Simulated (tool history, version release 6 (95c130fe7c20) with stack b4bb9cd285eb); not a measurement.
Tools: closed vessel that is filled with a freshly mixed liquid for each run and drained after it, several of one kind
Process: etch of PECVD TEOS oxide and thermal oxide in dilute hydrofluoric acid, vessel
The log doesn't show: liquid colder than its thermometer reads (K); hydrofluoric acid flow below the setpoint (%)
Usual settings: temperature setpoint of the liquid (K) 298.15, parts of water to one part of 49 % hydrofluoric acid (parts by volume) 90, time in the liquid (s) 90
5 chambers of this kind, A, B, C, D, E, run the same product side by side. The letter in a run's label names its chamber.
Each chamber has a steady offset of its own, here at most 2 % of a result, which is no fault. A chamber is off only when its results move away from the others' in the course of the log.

run,hour,temperature setpoint of the liquid (K),parts of water to one part of 49 % hydrofluoric acid (parts by volume),time in the liquid (s),hours since the thermometer was replaced,hours since the hydrofluoric acid flow meter was replaced,"read-back film thickness of the PECVD TEOS oxide reference wafer, read on the same gauge (nm)","read-back film thickness of the thermal oxide reference wafer, read on the same gauge (nm)",thickness taken off the PECVD TEOS oxide on a monitor wafer (angstrom),thickness taken off the thermal oxide on a monitor wafer (angstrom)
1D,6.6,298.15,90,90,60,789.2,30.006,150.02,108.07,49.482
2B,12,298.15,90,90,634.3,315.7,30.019,150.02,107.03,48.387
3A,20.3,298.15,90,90,75.8,545.9,29.986,150.02,107.89,48.709
4E,24.4,298.15,90,90,465.5,898.3,29.957,149.99,108.44,48.563
5C,33.3,298.15,90,90,2428.1,677.7,29.979,149.99,107.6,49.537
6C,38.7,298.15,90,90,2433.5,683.1,29.978,150.01,106.32,49.439
7E,46.8,298.15,90,45,487.9,920.7,30,150,53.426,24.444
# hour 55.6: chamber C: hydrofluoric acid flow meter replaced
8B,55.7,298.15,90,45,678,359.4,30.031,150.05,54.232,24.409
9A,63.4,298.15,90,45,118.9,589,30.049,150,55.06,24.562
10D,71.2,298.15,90,45,124.6,853.8,29.977,150.02,54.033,24.363
11B,77.5,298.15,90,45,699.8,381.2,30.014,149.99,53.988,24.333
12A,81.8,298.15,90,90,137.3,607.4,30.018,149.99,105.97,48.948
13D,90.1,298.15,90,90,143.5,872.7,29.997,150.01,107.5,49.103
14E,98.6,298.15,90,90,539.7,972.5,30.011,149.96,103.67,47.37
15C,105.3,298.15,90,90,2500.1,49.7,30.007,150.01,105.64,48.5
16A,109.8,298.15,90,90,165.3,635.4,30.016,150,107.93,48.841
17E,118.9,298.15,90,90,560,992.8,29.972,149.99,101.25,46.293
18C,125.6,298.15,90,90,2520.4,70,29.97,150,107.95,49.036
19D,133.2,298.15,90,90,186.6,915.8,29.989,149.96,107.17,48.855
20B,139.2,298.15,90,90,761.5,442.9,29.963,149.96,106.87,49.465
21A,147.5,298.15,90,90,203,673.1,29.98,150.02,109.81,48.841
22E,153.2,298.15,90,90,594.3,1027.1,29.996,149.98,101.71,45.199
23D,161,298.15,90,90,214.4,943.6,30.003,150.01,108.59,49.424
24B,167.6,298.15,90,90,789.9,471.3,30.021,149.96,108.46,48.308
25C,174.5,298.15,90,90,2569.3,118.9,29.993,149.99,104.48,49.381
26A,183.4,298.15,90,90,238.9,709,29.995,150.02,109.77,48.897
27C,192.6,298.15,90,90,2587.4,137,30.006,150,104.35,49.408
28D,201.3,298.15,90,90,254.7,983.9,29.988,150.01,106.19,48.579
# hour 206.5: chamber A: hydrofluoric acid flow meter replaced
29B,209.1,298.15,90,90,831.4,512.8,30.003,150.02,107.16,48.704
30E,215.8,298.15,90,90,656.9,1089.7,30.017,150.02,96.614,43.911
31C,223.8,298.15,90,90,2618.6,168.2,30.027,150.02,107.8,49.09
32A,232.9,298.15,90,90,288.4,26.4,30.006,150.01,106.51,48.717

All 5 chambers run these settings next. Forecast each chamber's results:
33A,239.5,293.65,90,90,,,,,?,?
33B,239.5,293.65,90,90,,,,,?,?
33C,239.5,293.65,90,90,,,,,?,?
33D,239.5,293.65,90,90,,,,,?,?
33E,239.5,293.65,90,90,,,,,?,?

run,thickness taken off the PECVD TEOS oxide on a monitor wafer (angstrom),thickness taken off the thermal oxide on a monitor wafer (angstrom)
33A,90.596,40.995
33B,90.17,39.947
33C,88.719,41.018
33D,87.89,40.822
33E,78.981,36.006

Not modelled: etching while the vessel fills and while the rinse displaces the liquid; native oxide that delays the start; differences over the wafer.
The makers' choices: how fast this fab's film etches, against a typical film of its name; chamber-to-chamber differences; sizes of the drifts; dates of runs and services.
